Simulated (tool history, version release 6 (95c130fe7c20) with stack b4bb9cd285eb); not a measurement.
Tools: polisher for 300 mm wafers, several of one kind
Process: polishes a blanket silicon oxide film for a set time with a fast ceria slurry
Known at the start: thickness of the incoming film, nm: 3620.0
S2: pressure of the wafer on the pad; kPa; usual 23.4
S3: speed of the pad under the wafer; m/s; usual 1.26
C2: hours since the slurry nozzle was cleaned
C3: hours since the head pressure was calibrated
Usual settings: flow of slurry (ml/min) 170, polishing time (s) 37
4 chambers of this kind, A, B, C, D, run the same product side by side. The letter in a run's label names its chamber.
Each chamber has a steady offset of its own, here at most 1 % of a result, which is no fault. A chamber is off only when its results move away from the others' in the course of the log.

run 1D hour=7.7 | flow_of_slurry_(ml/min)=170 S2=23.4 S3=1.26 polishing_time_(s)=37 | wafers_polished_on_this_pad=1106 C2=380.8 C3=145.1 | film_removed_(nm)=736.11
-- hour=11.3 chamber A: worn pad replaced by a new one
-- hour=12.2 chamber D: worn pad replaced by a new one
run 2A hour=20.1 | flow_of_slurry_(ml/min)=170 S2=23.4 S3=1.26 polishing_time_(s)=37 | wafers_polished_on_this_pad=122 C2=426.2 C3=267.6 | film_removed_(nm)=717.15
-- hour=24.9 chamber D: slurry nozzle cleaned
-- hour=28.7 chamber C: worn pad replaced by a new one
run 3B hour=34.2 | flow_of_slurry_(ml/min)=170 S2=23.4 S3=1.26 polishing_time_(s)=37 | wafers_polished_on_this_pad=803 C2=145 C3=622.8 | film_removed_(nm)=724.28
run 4C hour=42.1 | flow_of_slurry_(ml/min)=170 S2=23.4 S3=1.26 polishing_time_(s)=37 | wafers_polished_on_this_pad=186 C2=94.4 C3=790.5 | film_removed_(nm)=710.6
run 5D hour=55.9 | flow_of_slurry_(ml/min)=170 S2=23.4 S3=1.26 polishing_time_(s)=37 | wafers_polished_on_this_pad=605 C2=31 C3=193.3 | film_removed_(nm)=717.01
-- hour=59.5 chamber B: worn pad replaced by a new one
run 6B hour=64.1 | flow_of_slurry_(ml/min)=170 S2=23.4 S3=1.26 polishing_time_(s)=37 | wafers_polished_on_this_pad=64 C2=174.9 C3=652.7 | film_removed_(nm)=723.61
run 7A hour=72.9 | flow_of_slurry_(ml/min)=170 S2=23.4 S3=1.26 polishing_time_(s)=37 | wafers_polished_on_this_pad=853 C2=479 C3=320.4 | film_removed_(nm)=727.04
run 8C hour=84.3 | flow_of_slurry_(ml/min)=170 S2=29 S3=1.26 polishing_time_(s)=32 | wafers_polished_on_this_pad=770 C2=136.6 C3=832.7 | film_removed_(nm)=767.79
-- hour=86.1 chamber D: worn pad replaced by a new one
run 9B hour=91.9 | flow_of_slurry_(ml/min)=170 S2=29 S3=1.26 polishing_time_(s)=32 | wafers_polished_on_this_pad=449 C2=202.7 C3=680.5 | film_removed_(nm)=767.58
run 10D hour=99 | flow_of_slurry_(ml/min)=170 S2=29 S3=1.26 polishing_time_(s)=32 | wafers_polished_on_this_pad=179 C2=74.1 C3=236.4 | film_removed_(nm)=791.76
run 11A hour=108 | flow_of_slurry_(ml/min)=170 S2=29 S3=1.26 polishing_time_(s)=32 | wafers_polished_on_this_pad=1339 C2=514.1 C3=355.5 | film_removed_(nm)=768.11
run 12C hour=119 | flow_of_slurry_(ml/min)=170 S2=23.4 S3=1.26 polishing_time_(s)=37 | wafers_polished_on_this_pad=1250 C2=171.3 C3=867.4 | film_removed_(nm)=710.6
-- hour=120.4 chamber C: worn pad replaced by a new one
-- hour=131.6 chamber A: worn pad replaced by a new one
run 13B hour=132 | flow_of_slurry_(ml/min)=170 S2=23.4 S3=1.26 polishing_time_(s)=37 | wafers_polished_on_this_pad=1004 C2=242.8 C3=720.6 | film_removed_(nm)=711.39
-- hour=140.5 chamber B: worn pad replaced by a new one
-- hour=141.8 chamber A: slurry nozzle cleaned
run 14A hour=145.9 | flow_of_slurry_(ml/min)=170 S2=23.4 S3=1.26 polishing_time_(s)=37 | wafers_polished_on_this_pad=199 C2=4.2 C3=393.4 | film_removed_(nm)=721.04
-- hour=146.1 chamber B: head pressure recalibrated
run 15C hour=159.2 | flow_of_slurry_(ml/min)=170 S2=23.4 S3=1.26 polishing_time_(s)=37 | wafers_polished_on_this_pad=538 C2=211.5 C3=907.6 | film_removed_(nm)=704.11
-- hour=161.1 chamber D: worn pad replaced by a new one
run 16D hour=170.7 | flow_of_slurry_(ml/min)=170 S2=23.4 S3=1.26 polishing_time_(s)=37 | wafers_polished_on_this_pad=133 C2=145.8 C3=308.1 | film_removed_(nm)=705.53
run 17C hour=180.5 | flow_of_slurry_(ml/min)=170 S2=23.4 S3=0.92 polishing_time_(s)=37 | wafers_polished_on_this_pad=832 C2=232.8 C3=928.9 | film_removed_(nm)=493.07
run 18D hour=186.8 | flow_of_slurry_(ml/min)=170 S2=23.4 S3=0.92 polishing_time_(s)=37 | wafers_polished_on_this_pad=356 C2=161.9 C3=324.2 | film_removed_(nm)=531.6
run 19B hour=194.4 | flow_of_slurry_(ml/min)=170 S2=23.4 S3=0.92 polishing_time_(s)=37 | wafers_polished_on_this_pad=746 C2=305.2 C3=48.4 | film_removed_(nm)=520.68
-- hour=196.6 chamber B: slurry nozzle cleaned
-- hour=199.3 chamber C: worn pad replaced by a new one
run 20A hour=204.3 | flow_of_slurry_(ml/min)=170 S2=23.4 S3=0.92 polishing_time_(s)=37 | wafers_polished_on_this_pad=1007 C2=62.6 C3=451.8 | film_removed_(nm)=519.89
run 21D hour=217.4 | flow_of_slurry_(ml/min)=170 S2=23.4 S3=1.26 polishing_time_(s)=37 | wafers_polished_on_this_pad=779 C2=192.5 C3=354.8 | film_removed_(nm)=731.22
run 22C hour=225.6 | flow_of_slurry_(ml/min)=170 S2=23.4 S3=1.26 polishing_time_(s)=37 | wafers_polished_on_this_pad=364 C2=277.9 C3=974 | film_removed_(nm)=691.23
-- hour=229.3 chamber B: worn pad replaced by a new one
run 23A hour=234.6 | flow_of_slurry_(ml/min)=170 S2=23.4 S3=1.26 polishing_time_(s)=37 | wafers_polished_on_this_pad=1426 C2=92.9 C3=482.1 | film_removed_(nm)=721.86
-- hour=235.5 chamber D: worn pad replaced by a new one
-- hour=245.6 chamber A: worn pad replaced by a new one
run 24B hour=247.7 | flow_of_slurry_(ml/min)=170 S2=23.4 S3=1.26 polishing_time_(s)=37 | wafers_polished_on_this_pad=255 C2=51.2 C3=101.7 | film_removed_(nm)=728.78
run 25D hour=260.4 | flow_of_slurry_(ml/min)=170 S2=23.4 S3=1.26 polishing_time_(s)=37 | wafers_polished_on_this_pad=344 C2=235.5 C3=397.8 | film_removed_(nm)=736.57
run 26B hour=266.5 | flow_of_slurry_(ml/min)=170 S2=23.4 S3=1.26 polishing_time_(s)=37 | wafers_polished_on_this_pad=515 C2=70 C3=120.5 | film_removed_(nm)=725.05
-- hour=271.6 chamber C: head pressure recalibrated
run 27C hour=275.5 | flow_of_slurry_(ml/min)=120 S2=23.4 S3=1.26 polishing_time_(s)=37 | wafers_polished_on_this_pad=1054 C2=327.8 C3=4 | film_removed_(nm)=620.34
-- hour=278.8 chamber C: worn pad replaced by a new one
run 28A hour=287.6 | flow_of_slurry_(ml/min)=120 S2=23.4 S3=1.26 polishing_time_(s)=37 | wafers_polished_on_this_pad=582 C2=145.9 C3=535.1 | film_removed_(nm)=668.57
run 29A hour=297.1 | flow_of_slurry_(ml/min)=120 S2=23.4 S3=1.26 polishing_time_(s)=37 | wafers_polished_on_this_pad=713 C2=155.4 C3=544.6 | film_removed_(nm)=669.62
-- hour=300.1 chamber D: worn pad replaced by a new one
run 30B hour=304.9 | flow_of_slurry_(ml/min)=120 S2=23.4 S3=1.26 polishing_time_(s)=37 | wafers_polished_on_this_pad=1046 C2=108.4 C3=158.9 | film_removed_(nm)=697.18
-- hour=313.7 chamber B: worn pad replaced by a new one
run 31D hour=315 | flow_of_slurry_(ml/min)=170 S2=23.4 S3=1.26 polishing_time_(s)=37 | wafers_polished_on_this_pad=206 C2=290.1 C3=452.4 | film_removed_(nm)=720.66
-- hour=321.8 chamber D: head pressure recalibrated
run 32C hour=326.1 | flow_of_slurry_(ml/min)=170 S2=23.4 S3=1.26 polishing_time_(s)=37 | wafers_polished_on_this_pad=655 C2=378.4 C3=54.6 | film_removed_(nm)=668.05
run 33A hour=339.4 | flow_of_slurry_(ml/min)=170 S2=19.3 S3=0.9 polishing_time_(s)=37 | wafers_polished_on_this_pad=1299 C2=197.7 C3=586.9 | film_removed_(nm)=428.36
run 34C hour=347.2 | flow_of_slurry_(ml/min)=170 S2=19.3 S3=0.9 polishing_time_(s)=37 | wafers_polished_on_this_pad=947 C2=399.5 C3=75.7 | film_removed_(nm)=392.92
run 35D hour=355.9 | flow_of_slurry_(ml/min)=170 S2=19.3 S3=0.9 polishing_time_(s)=37 | wafers_polished_on_this_pad=772 C2=331 C3=34.1 | film_removed_(nm)=420.36
-- hour=359.6 chamber C: worn pad replaced by a new one
run 36B hour=366.7 | flow_of_slurry_(ml/min)=170 S2=19.3 S3=0.9 polishing_time_(s)=37 | wafers_polished_on_this_pad=734 C2=170.2 C3=220.7 | film_removed_(nm)=416.68
run 37C hour=377.2 | flow_of_slurry_(ml/min)=170 S2=23.4 S3=1.26 polishing_time_(s)=37 | wafers_polished_on_this_pad=244 C2=429.5 C3=105.7 | film_removed_(nm)=666.77

What goes on in this fleet: one chamber off, a drifting gauge, or nothing beyond the chambers' own small offsets? Name the chamber and the cause, if any.

Chamber C drifts away from the others.
Cause: slurry flow missing at the pad, % = 40.8.

Here are 4 candidates for chamber C's next run, each the usual settings with a change, their results left as question marks. Which one brings its results back in line with what the others give on the usual settings?
In line means no further than this from the other chambers' mean on the usual settings: film removed (nm) 37
run 38C-1 hour=387.3 | flow_of_slurry_(ml/min)=170 S2=23.4 S3=1.26 polishing_time_(s)=30 | film_removed_(nm)=?
run 38C-2 hour=387.3 | flow_of_slurry_(ml/min)=170 S2=24.8 S3=1.34 polishing_time_(s)=40 | film_removed_(nm)=?
run 38C-3 hour=387.3 | flow_of_slurry_(ml/min)=175 S2=23.4 S3=1.26 polishing_time_(s)=41 | film_removed_(nm)=?
run 38C-4 hour=387.3 | flow_of_slurry_(ml/min)=170 S2=22.8 S3=1.22 polishing_time_(s)=36 | film_removed_(nm)=?

The other chambers' mean on the usual settings: film removed (nm) 723.88
run=38C-1 film_removed_(nm)=529.47
run=38C-2 film_removed_(nm)=795.58
run=38C-3 film_removed_(nm)=728.87
run=38C-4 film_removed_(nm)=596.84
38C-3 brings the chamber back in line.
